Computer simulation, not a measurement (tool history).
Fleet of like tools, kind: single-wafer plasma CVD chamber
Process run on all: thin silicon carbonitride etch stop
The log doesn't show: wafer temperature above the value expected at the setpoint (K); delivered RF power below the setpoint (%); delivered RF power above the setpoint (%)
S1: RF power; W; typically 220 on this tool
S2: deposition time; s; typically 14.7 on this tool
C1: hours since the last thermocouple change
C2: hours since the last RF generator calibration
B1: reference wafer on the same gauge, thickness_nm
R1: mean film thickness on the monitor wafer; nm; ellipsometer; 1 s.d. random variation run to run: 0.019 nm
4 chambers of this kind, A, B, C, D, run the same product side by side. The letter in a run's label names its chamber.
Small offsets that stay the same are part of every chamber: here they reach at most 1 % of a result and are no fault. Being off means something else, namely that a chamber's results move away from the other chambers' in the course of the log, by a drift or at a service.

run	hour	S1	S2	C1	C2	B1	R1
# hour 2.4: chamber C: thermocouple changed; heater temperature recalibrated
1D	7.5	220	14.7	585.6	1044.1	8.4596	8.5667
2A	18.7	220	14.7	1751.3	1248.5	8.4658	8.5946
3B	33.7	220	14.7	1634.9	1599.7	8.4586	8.7021
4C	43.2	220	14.7	40.8	709.3	8.4624	8.6035
5D	54.9	220	14.7	633.0	1091.5	8.4544	8.6029
6C	69.2	220	14.7	66.8	735.3	8.4603	8.6063
7B	81.8	220	14.7	1683.0	1647.8	8.4592	8.6986
8A	96.5	220	14.7	1829.1	1326.3	8.4608	8.5818
9B	104.5	220	14.7	1705.7	1670.5	8.4605	8.6957
10D	119.9	220	14.7	698.0	1156.5	8.4637	8.6319
11A	129.8	220	14.7	1862.4	1359.6	8.4555	8.5929
12C	142.9	220	14.7	140.5	809.0	8.4652	8.5383
# hour 148.9: chamber B: RF generator calibrated
13D	152.5	220	14.7	730.6	1189.1	8.4567	8.5785
14C	167.0	255	14.7	164.6	833.1	8.4601	8.9592
# hour 178.3: chamber A: RF generator calibrated
15A	182.0	255	14.7	1914.6	3.8	8.4591	8.9701
16B	192.1	255	14.7	1793.3	43.2	8.4591	9.0425
17B	203.8	255	14.7	1805.0	54.9	8.4623	9.0704
18C	210.5	220	14.7	208.1	876.6	8.4635	8.5927
19A	222.1	220	14.7	1954.7	43.9	8.4578	8.6321
# hour 225.6: chamber A: thermocouple changed; heater temperature recalibrated
20D	235.1	220	14.7	813.2	1271.7	8.4624	8.5658
21D	243.9	220	14.7	822.0	1280.5	8.4607	8.5803
# hour 251.2: chamber C: RF generator calibrated
22A	251.8	220	14.7	26.2	73.6	8.4597	8.6118
23C	262.2	220	14.7	259.8	11.0	8.4573	8.5595
24B	270.0	220	14.7	1871.2	121.1	8.4534	8.7000
25D	278.2	220	14.7	856.3	1314.8	8.4609	8.6032
26B	292.3	220	14.7	1893.5	143.4	8.4630	8.6876
27A	304.4	220	14.7	78.8	126.2	8.4601	8.5933
28C	317.5	200	14.7	315.1	66.3	8.4626	8.3208
29B	329.4	200	14.7	1930.6	180.5	8.4602	8.4615
30C	338.3	200	14.7	335.9	87.1	8.4594	8.3452
31A	349.7	200	14.7	124.1	171.5	8.4601	8.3563
32D	359.4	220	14.7	937.5	1396.0	8.4558	8.5597
33D	370.3	220	14.7	948.4	1406.9	8.4597	8.5866
34A	384.2	220	14.7	158.6	206.0	8.4582	8.5685
35C	391.2	220	14.7	388.8	140.0	8.4615	8.5611

Is one chamber off against the others, does the gauge drift, or is nothing wrong? If a chamber is off, say which, and what the likeliest cause is.

Neither any chamber nor the gauge drifts; the chambers differ only by their own small, steady offsets.
